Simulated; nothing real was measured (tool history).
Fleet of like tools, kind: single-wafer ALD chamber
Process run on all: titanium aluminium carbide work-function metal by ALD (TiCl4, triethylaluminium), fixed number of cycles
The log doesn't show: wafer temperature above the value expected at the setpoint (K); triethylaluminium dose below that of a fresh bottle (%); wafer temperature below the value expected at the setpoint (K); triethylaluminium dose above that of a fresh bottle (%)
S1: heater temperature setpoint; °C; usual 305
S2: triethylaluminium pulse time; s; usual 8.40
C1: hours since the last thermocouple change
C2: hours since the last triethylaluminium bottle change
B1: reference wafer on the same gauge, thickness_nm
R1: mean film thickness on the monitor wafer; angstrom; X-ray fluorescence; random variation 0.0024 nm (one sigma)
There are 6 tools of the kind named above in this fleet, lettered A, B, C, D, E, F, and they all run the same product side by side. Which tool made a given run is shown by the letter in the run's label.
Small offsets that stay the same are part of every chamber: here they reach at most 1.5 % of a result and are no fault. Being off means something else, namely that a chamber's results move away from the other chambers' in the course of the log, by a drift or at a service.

run	day	S1	S2	C1	C2	B1	R1
# day 0.412: chamber D: triethylaluminium bottle replaced
1C	0.529	305	8.40	1128.9	716.3	2.2496	20.110
# day 0.558: chamber D: thermocouple changed; heater temperature recalibrated
2B	0.854	305	8.40	1338.3	616.4	2.2510	20.066
# day 0.983: chamber A: triethylaluminium bottle replaced
3D	1.408	305	8.40	20.5	23.9	2.2519	19.906
4F	1.771	305	8.40	1735.2	753.0	2.2518	19.840
5A	2.288	305	10.96	457.1	31.3	2.2520	20.552
6E	2.583	305	10.96	1350.8	376.8	2.2520	20.817
7B	3.117	305	10.96	1392.6	670.7	2.2522	20.736
8E	3.608	305	10.96	1375.4	401.4	2.2521	20.791
# day 3.767: chamber B: triethylaluminium bottle replaced
9F	4.117	305	10.96	1791.5	809.3	2.2534	20.559
10A	4.721	305	10.96	515.5	89.7	2.2525	20.512
11D	5.017	305	8.40	107.1	110.5	2.2543	19.928
12C	5.446	305	8.40	1246.9	834.3	2.2532	20.191
13F	5.862	299	10.09	1833.4	851.2	2.2533	19.893
14D	6.296	299	10.09	137.8	141.2	2.2540	19.989
15E	6.771	299	10.09	1451.3	477.3	2.2547	20.127
16C	7.171	299	10.09	1288.3	875.7	2.2540	20.158
17B	7.708	299	10.09	1502.8	94.6	2.2554	20.139
18A	8.117	299	10.09	597.0	171.2	2.2553	19.895
# day 8.221: chamber F: thermocouple changed; heater temperature recalibrated
19F	8.462	305	8.40	5.8	913.6	2.2552	19.900
20A	8.867	305	8.40	615.0	189.2	2.2559	19.904
21D	9.338	305	8.40	210.8	214.2	2.2562	19.977
22B	9.629	305	8.40	1548.9	140.7	2.2567	20.109
23C	9.942	305	8.40	1354.8	942.2	2.2559	20.169
24E	10.238	305	8.40	1534.5	560.5	2.2568	20.132
25A	10.658	305	8.40	658.0	232.2	2.2566	19.929
26D	11.096	305	8.40	253.0	256.4	2.2573	19.998
27B	11.688	305	7.23	1598.3	190.1	2.2577	19.531
28E	12.192	305	7.23	1581.4	607.4	2.2581	19.637
29C	12.525	305	7.23	1416.8	1004.2	2.2588	19.623
30F	13.088	305	7.23	116.8	1024.6	2.2587	19.317
31B	13.417	305	7.23	1639.8	231.6	2.2585	19.548
32A	13.971	305	7.23	737.5	311.7	2.2591	19.358
33D	14.500	305	8.40	334.7	338.1	2.2598	20.027
34F	14.800	305	8.40	157.9	1065.7	2.2591	19.913
35C	15.383	305	8.40	1485.4	1072.8	2.2604	20.233
36E	15.838	305	8.40	1668.9	694.9	2.2609	20.224
37F	16.317	305	8.40	194.3	1102.1	2.2609	19.943

Has any chamber moved away from the others, gradually or after a service, or does the common gauge drift, or do the chambers differ only by their own small steady offsets? State the chamber and the most likely cause if one applies.

Every chamber seems to shift together because the gauge that measures them all drifts; the chambers themselves are fine.
Likeliest cause: gauge reads high (%) = 0.487.
